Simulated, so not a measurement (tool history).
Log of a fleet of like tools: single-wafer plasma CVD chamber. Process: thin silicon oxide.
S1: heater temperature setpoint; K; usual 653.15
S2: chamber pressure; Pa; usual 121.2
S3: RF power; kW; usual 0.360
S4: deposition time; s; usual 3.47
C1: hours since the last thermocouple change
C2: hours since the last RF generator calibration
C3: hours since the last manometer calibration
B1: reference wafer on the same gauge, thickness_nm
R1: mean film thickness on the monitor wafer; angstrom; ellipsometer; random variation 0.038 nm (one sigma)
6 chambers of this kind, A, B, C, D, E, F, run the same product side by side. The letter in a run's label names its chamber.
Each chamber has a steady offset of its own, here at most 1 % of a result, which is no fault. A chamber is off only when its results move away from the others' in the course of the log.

run 1B hour=11.2 | S1=653.15 S2=121.2 S3=0.360 S4=3.47 | C1=839.3 C2=271.7 C3=1279.8 | B1=8.1498 | R1=78.454
run 2E hour=23.0 | S1=653.15 S2=121.2 S3=0.360 S4=3.47 | C1=1036.0 C2=506.5 C3=440.9 | B1=8.1528 | R1=77.491
run 3C hour=31.6 | S1=653.15 S2=121.2 S3=0.360 S4=3.47 | C1=1059.3 C2=737.6 C3=1392.3 | B1=8.1533 | R1=78.986
run 4D hour=46.6 | S1=653.15 S2=121.2 S3=0.360 S4=3.47 | C1=309.7 C2=1400.3 C3=339.6 | B1=8.1492 | R1=77.533
run 5F hour=60.6 | S1=653.15 S2=121.2 S3=0.360 S4=3.47 | C1=710.8 C2=268.7 C3=1619.0 | B1=8.1509 | R1=77.212
run 6A hour=71.9 | S1=653.15 S2=121.2 S3=0.360 S4=3.47 | C1=75.7 C2=1412.8 C3=1158.5 | B1=8.1538 | R1=76.817
-- hour=82.0 chamber E: thermocouple changed; heater temperature recalibrated
run 7A hour=84.8 | S1=653.15 S2=121.2 S3=0.360 S4=3.47 | C1=88.6 C2=1425.7 C3=1171.4 | B1=8.1518 | R1=77.080
run 8F hour=99.3 | S1=653.15 S2=121.2 S3=0.360 S4=3.47 | C1=749.5 C2=307.4 C3=1657.7 | B1=8.1388 | R1=77.639
run 9D hour=112.8 | S1=653.15 S2=121.2 S3=0.360 S4=3.47 | C1=375.9 C2=1466.5 C3=405.8 | B1=8.1604 | R1=77.367
run 10E hour=123.9 | S1=653.15 S2=121.2 S3=0.360 S4=3.47 | C1=42.0 C2=607.4 C3=541.8 | B1=8.1455 | R1=77.312
-- hour=134.2 chamber C: RF generator calibrated
run 11B hour=134.3 | S1=653.15 S2=121.2 S3=0.360 S4=3.47 | C1=962.4 C2=394.8 C3=1402.9 | B1=8.1447 | R1=78.384
run 12C hour=146.7 | S1=653.15 S2=121.2 S3=0.360 S4=3.47 | C1=1174.4 C2=12.5 C3=1507.4 | B1=8.1575 | R1=78.144
run 13C hour=160.6 | S1=653.15 S2=121.2 S3=0.360 S4=3.47 | C1=1188.3 C2=26.4 C3=1521.3 | B1=8.1508 | R1=78.325
run 14F hour=170.7 | S1=653.15 S2=121.2 S3=0.360 S4=3.47 | C1=820.9 C2=378.8 C3=1729.1 | B1=8.1466 | R1=77.298
run 15A hour=186.9 | S1=653.15 S2=134.8 S3=0.360 S4=2.82 | C1=190.7 C2=1527.8 C3=1273.5 | B1=8.1466 | R1=68.321
run 16D hour=197.8 | S1=653.15 S2=134.8 S3=0.360 S4=2.82 | C1=460.9 C2=1551.5 C3=490.8 | B1=8.1483 | R1=68.747
run 17E hour=211.8 | S1=653.15 S2=134.8 S3=0.360 S4=2.82 | C1=129.9 C2=695.3 C3=629.7 | B1=8.1458 | R1=68.702
run 18B hour=221.8 | S1=653.15 S2=134.8 S3=0.360 S4=2.82 | C1=1049.9 C2=482.3 C3=1490.4 | B1=8.1555 | R1=68.338
-- hour=224.7 chamber C: capacitance manometer re-zeroed and calibrated
run 19D hour=232.4 | S1=653.15 S2=134.8 S3=0.360 S4=2.82 | C1=495.5 C2=1586.1 C3=525.4 | B1=8.1483 | R1=68.827
run 20F hour=243.2 | S1=653.15 S2=134.8 S3=0.360 S4=2.82 | C1=893.4 C2=451.3 C3=1801.6 | B1=8.1436 | R1=68.540
run 21B hour=257.3 | S1=653.15 S2=121.2 S3=0.360 S4=3.47 | C1=1085.4 C2=517.8 C3=1525.9 | B1=8.1520 | R1=78.482
run 22A hour=269.8 | S1=653.15 S2=121.2 S3=0.360 S4=3.47 | C1=273.6 C2=1610.7 C3=1356.4 | B1=8.1513 | R1=77.303
-- hour=279.5 chamber A: capacitance manometer re-zeroed and calibrated
run 23C hour=285.0 | S1=653.15 S2=121.2 S3=0.360 S4=3.47 | C1=1312.7 C2=150.8 C3=60.3 | B1=8.1440 | R1=77.672
run 24E hour=292.4 | S1=653.15 S2=121.2 S3=0.360 S4=3.47 | C1=210.5 C2=775.9 C3=710.3 | B1=8.1508 | R1=77.488
run 25A hour=299.5 | S1=653.15 S2=121.2 S3=0.360 S4=3.47 | C1=303.3 C2=1640.4 C3=20.0 | B1=8.1538 | R1=76.553
run 26D hour=314.7 | S1=653.15 S2=121.2 S3=0.360 S4=3.47 | C1=577.8 C2=1668.4 C3=607.7 | B1=8.1430 | R1=77.796
run 27F hour=329.9 | S1=653.15 S2=121.2 S3=0.360 S4=3.47 | C1=980.1 C2=538.0 C3=1888.3 | B1=8.1542 | R1=76.918
run 28C hour=336.9 | S1=653.15 S2=121.2 S3=0.360 S4=3.47 | C1=1364.6 C2=202.7 C3=112.2 | B1=8.1517 | R1=77.922
run 29B hour=348.7 | S1=653.15 S2=121.2 S3=0.360 S4=3.47 | C1=1176.8 C2=609.2 C3=1617.3 | B1=8.1553 | R1=78.636
run 30E hour=361.8 | S1=653.15 S2=121.2 S3=0.360 S4=3.47 | C1=279.9 C2=845.3 C3=779.7 | B1=8.1458 | R1=78.243
run 31A hour=370.2 | S1=653.15 S2=121.2 S3=0.360 S4=3.47 | C1=374.0 C2=1711.1 C3=90.7 | B1=8.1496 | R1=77.367
run 32B hour=382.9 | S1=653.15 S2=121.2 S3=0.360 S4=3.47 | C1=1211.0 C2=643.4 C3=1651.5 | B1=8.1558 | R1=78.239
run 33D hour=391.7 | S1=653.15 S2=121.2 S3=0.360 S4=3.47 | C1=654.8 C2=1745.4 C3=684.7 | B1=8.1458 | R1=77.334
run 34C hour=401.9 | S1=653.15 S2=121.2 S3=0.360 S4=3.47 | C1=1429.6 C2=267.7 C3=177.2 | B1=8.1447 | R1=77.921
run 35E hour=411.5 | S1=653.15 S2=121.2 S3=0.360 S4=3.47 | C1=329.6 C2=895.0 C3=829.4 | B1=8.1479 | R1=77.547
run 36F hour=426.4 | S1=662.15 S2=121.2 S3=0.360 S4=3.47 | C1=1076.6 C2=634.5 C3=1984.8 | B1=8.1459 | R1=76.808
run 37F hour=439.1 | S1=662.15 S2=121.2 S3=0.360 S4=3.47 | C1=1089.3 C2=647.2 C3=1997.5 | B1=8.1575 | R1=76.582
-- hour=454.7 chamber E: capacitance manometer re-zeroed and calibrated
run 38D hour=454.8 | S1=662.15 S2=121.2 S3=0.360 S4=3.47 | C1=717.9 C2=1808.5 C3=747.8 | B1=8.1469 | R1=76.678
run 39E hour=466.4 | S1=662.15 S2=121.2 S3=0.360 S4=3.47 | C1=384.5 C2=949.9 C3=11.8 | B1=8.1470 | R1=76.606
run 40B hour=477.5 | S1=662.15 S2=121.2 S3=0.360 S4=3.47 | C1=1305.6 C2=738.0 C3=1746.1 | B1=8.1530 | R1=77.739
run 41A hour=490.0 | S1=662.15 S2=121.2 S3=0.360 S4=3.47 | C1=493.8 C2=1830.9 C3=210.5 | B1=8.1530 | R1=77.109
run 42C hour=505.8 | S1=653.15 S2=121.2 S3=0.360 S4=3.47 | C1=1533.5 C2=371.6 C3=281.1 | B1=8.1480 | R1=78.284
run 43F hour=517.0 | S1=645.15 S2=121.2 S3=0.360 S4=2.99 | C1=1167.2 C2=725.1 C3=2075.4 | B1=8.1521 | R1=67.203
run 44E hour=524.7 | S1=645.15 S2=121.2 S3=0.360 S4=2.99 | C1=442.8 C2=1008.2 C3=70.1 | B1=8.1529 | R1=67.669

All 6 chambers run these settings next. Forecast each chamber's results:
run 45A hour=536.2 | S1=653.15 S2=121.2 S3=0.320 S4=3.47 | R1=?
run 45B hour=536.2 | S1=653.15 S2=121.2 S3=0.320 S4=3.47 | R1=?
run 45C hour=536.2 | S1=653.15 S2=121.2 S3=0.320 S4=3.47 | R1=?
run 45D hour=536.2 | S1=653.15 S2=121.2 S3=0.320 S4=3.47 | R1=?
run 45E hour=536.2 | S1=653.15 S2=121.2 S3=0.320 S4=3.47 | R1=?
run 45F hour=536.2 | S1=653.15 S2=121.2 S3=0.320 S4=3.47 | R1=?

run=45A R1=74.395
run=45B R1=74.668
run=45C R1=75.248
run=45D R1=74.037
run=45E R1=74.226
run=45F R1=73.841
